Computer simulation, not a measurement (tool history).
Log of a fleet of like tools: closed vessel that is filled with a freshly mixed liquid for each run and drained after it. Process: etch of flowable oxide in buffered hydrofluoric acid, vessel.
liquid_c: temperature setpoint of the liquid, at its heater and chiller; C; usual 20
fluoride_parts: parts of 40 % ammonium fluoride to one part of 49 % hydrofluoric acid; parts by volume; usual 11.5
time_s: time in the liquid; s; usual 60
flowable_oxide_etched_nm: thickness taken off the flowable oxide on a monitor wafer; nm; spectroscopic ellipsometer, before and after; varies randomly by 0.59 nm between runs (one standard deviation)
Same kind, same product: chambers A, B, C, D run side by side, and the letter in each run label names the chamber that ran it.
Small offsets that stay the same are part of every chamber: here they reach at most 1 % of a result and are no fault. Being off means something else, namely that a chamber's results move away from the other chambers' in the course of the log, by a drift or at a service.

run   hour  liquid_c  fluoride_parts  time_s  hours since the thermometer was replaced  hours since the hydrofluoric acid flow meter was replaced  read-back film thickness of the flowable oxide reference wafer, read on the same gauge (nm)  flowable_oxide_etched_nm
 1C   11.1        20            11.5      60                                      1579                                                      729.6                                                                                       79.985                    120.99
 2A   23.7        20            11.5      60                                     302.2                                                      877.8                                                                                       79.977                    120.97
 3B   30.1        20            11.5      60                                     387.9                                                     1167.8                                                                                       80.007                    121.22
      33.9  -- chamber C: thermometer replaced
 4D   36.8        20            11.5      60                                       368                                                      134.2                                                                                       80.031                    120.53
 5A   44.4        20            11.5      60                                     322.9                                                      898.5                                                                                       79.996                     121.1
 6D   53.3        20            11.5      60                                     384.5                                                      150.7                                                                                       80.015                    119.94
 7C   60.6        20            11.5      60                                      26.8                                                      779.1                                                                                       80.021                    120.64
 8B   70.6        20            11.5      60                                     428.4                                                     1208.3                                                                                       79.999                    120.16
 9D   80.1        20            11.5      60                                     411.3                                                      177.5                                                                                       79.998                    119.83
10A   90.4        20            11.5      60                                     368.9                                                      944.5                                                                                       80.022                    121.49
11B   97.3        20            11.5      60                                     455.1                                                       1235                                                                                       79.976                    121.99
12C  106.9        20            11.5      60                                      73.1                                                      825.4                                                                                       80.005                    121.57
13B  116.1        20            11.5      60                                     473.9                                                     1253.8                                                                                       79.991                    121.47
14A  123.4        20            11.5      45                                     401.9                                                      977.5                                                                                       80.025                    90.745
15D  134.1        20            11.5      45                                     465.3                                                      231.5                                                                                       80.007                    89.729
16C  143.1        20            11.5      45                                     109.3                                                      861.6                                                                                       80.011                    90.981
17A  155.2        20            11.5      45                                     433.7                                                     1009.3                                                                                       79.987                    90.493
18B    164        20            11.5      30                                     521.8                                                     1301.7                                                                                       79.993                    60.412
19D  169.8        20            11.5      30                                       501                                                      267.2                                                                                       80.003                    59.963
20C  175.4        20            11.5      30                                     141.6                                                      893.9                                                                                       79.975                    60.038
21B  186.2        20            11.5      30                                       544                                                     1323.9                                                                                       79.982                    60.541
22A  195.5        20            11.5      45                                       474                                                     1049.6                                                                                       80.002                    91.085
23D    208        20            11.5      45                                     539.2                                                      305.4                                                                                       80.026                    91.165
24C  217.1        20            11.5      45                                     183.3                                                      935.6                                                                                       79.983                    89.464
25A  226.9        20            11.5      45                                     505.4                                                       1081                                                                                        80.03                    90.111
     233.9  -- chamber A: thermometer replaced
26B    238        20            11.5      60                                     595.8                                                     1375.7                                                                                       79.987                    121.29
27D  246.9        20            11.5      60                                     578.1                                                      344.3                                                                                           80                     119.7
28C  252.7        20            11.5      60                                     218.9                                                      971.2                                                                                       79.998                    117.64
29C    261        20            11.5      60                                     227.2                                                      979.5                                                                                       80.018                    117.78
30D  273.6        20            11.5      60                                     604.8                                                        371                                                                                       79.992                    120.26
31A    280        20            11.5      60                                      46.2                                                     1134.1                                                                                       80.043                    121.39
32B  292.5        20            11.5      60                                     650.3                                                     1430.2                                                                                       79.989                     121.6
33D  301.3        20            11.5      60                                     632.5                                                      398.7                                                                                       79.957                    120.01
34C  308.1        20            11.5      60                                     274.3                                                     1026.6                                                                                       79.965                     116.5
35A  318.4        20            11.5      60                                      84.6                                                     1172.5                                                                                       80.054                    121.85
36B  326.7        24              10      60                                     684.5                                                     1464.4                                                                                       80.031                     171.8
37A  339.4        24              10      60                                     105.6                                                     1193.5                                                                                       80.018                    172.06
38C  351.6        24              10      60                                     317.8                                                     1070.1                                                                                       79.967                    163.52
39B    364        24              10      60                                     721.8                                                     1501.7                                                                                       79.988                    173.85
40D  373.1        23            15.5      60                                     704.3                                                      470.5                                                                                       80.002                    107.01
41B  380.7        23            15.5      60                                     738.5                                                     1518.4                                                                                       79.968                    106.57
42A  388.3        23            15.5      60                                     154.5                                                     1242.4                                                                                       80.003                    106.52
     390.9  -- chamber D: hydrofluoric acid flow meter replaced
43C  394.6        23            15.5      60                                     360.8                                                     1113.1                                                                                        79.98                    99.435
44D  404.5        20            11.5      60                                     735.7                                                       13.7                                                                                       80.014                    121.17

Decide between three cases: one chamber stands off from its peers, the gauge reading all wafers drifts, or nothing is wrong past each chamber's small offset. Where a chamber is off, say which and what most likely put it there.

It is chamber C that slowly wanders off from its peers.
What lies behind it: hydrofluoric acid flow below the setpoint (%) = 6.7.
The log might look much the same if the cause were instead: liquid colder than its thermometer reads (K).

Which of the 4 candidates below, each the usual settings with something changed and its results left as question marks, puts chamber C back in line with what the other chambers give on the usual settings?
Maximum distance from the other chambers' mean on the usual settings for a result to count as in line: flowable_oxide_etched_nm 2.1 nm
45C-1  413.6      19.5            11.5      60                                                                                                                                                                                                                           ?
45C-2  413.6      19.5              12      60                                                                                                                                                                                                                           ?
45C-3  413.6      20.5              11      60                                                                                                                                                                                                                           ?
45C-4  413.6      20.5            11.5      60                                                                                                                                                                                                                           ?

On the usual settings, the other chambers give on average: flowable_oxide_etched_nm 120.77 nm
  run  flowable_oxide_etched_nm
45C-1                       110
45C-2                    105.51
45C-3                    121.37
45C-4                    116.21
With 45C-3, the chamber falls back in line with the rest.

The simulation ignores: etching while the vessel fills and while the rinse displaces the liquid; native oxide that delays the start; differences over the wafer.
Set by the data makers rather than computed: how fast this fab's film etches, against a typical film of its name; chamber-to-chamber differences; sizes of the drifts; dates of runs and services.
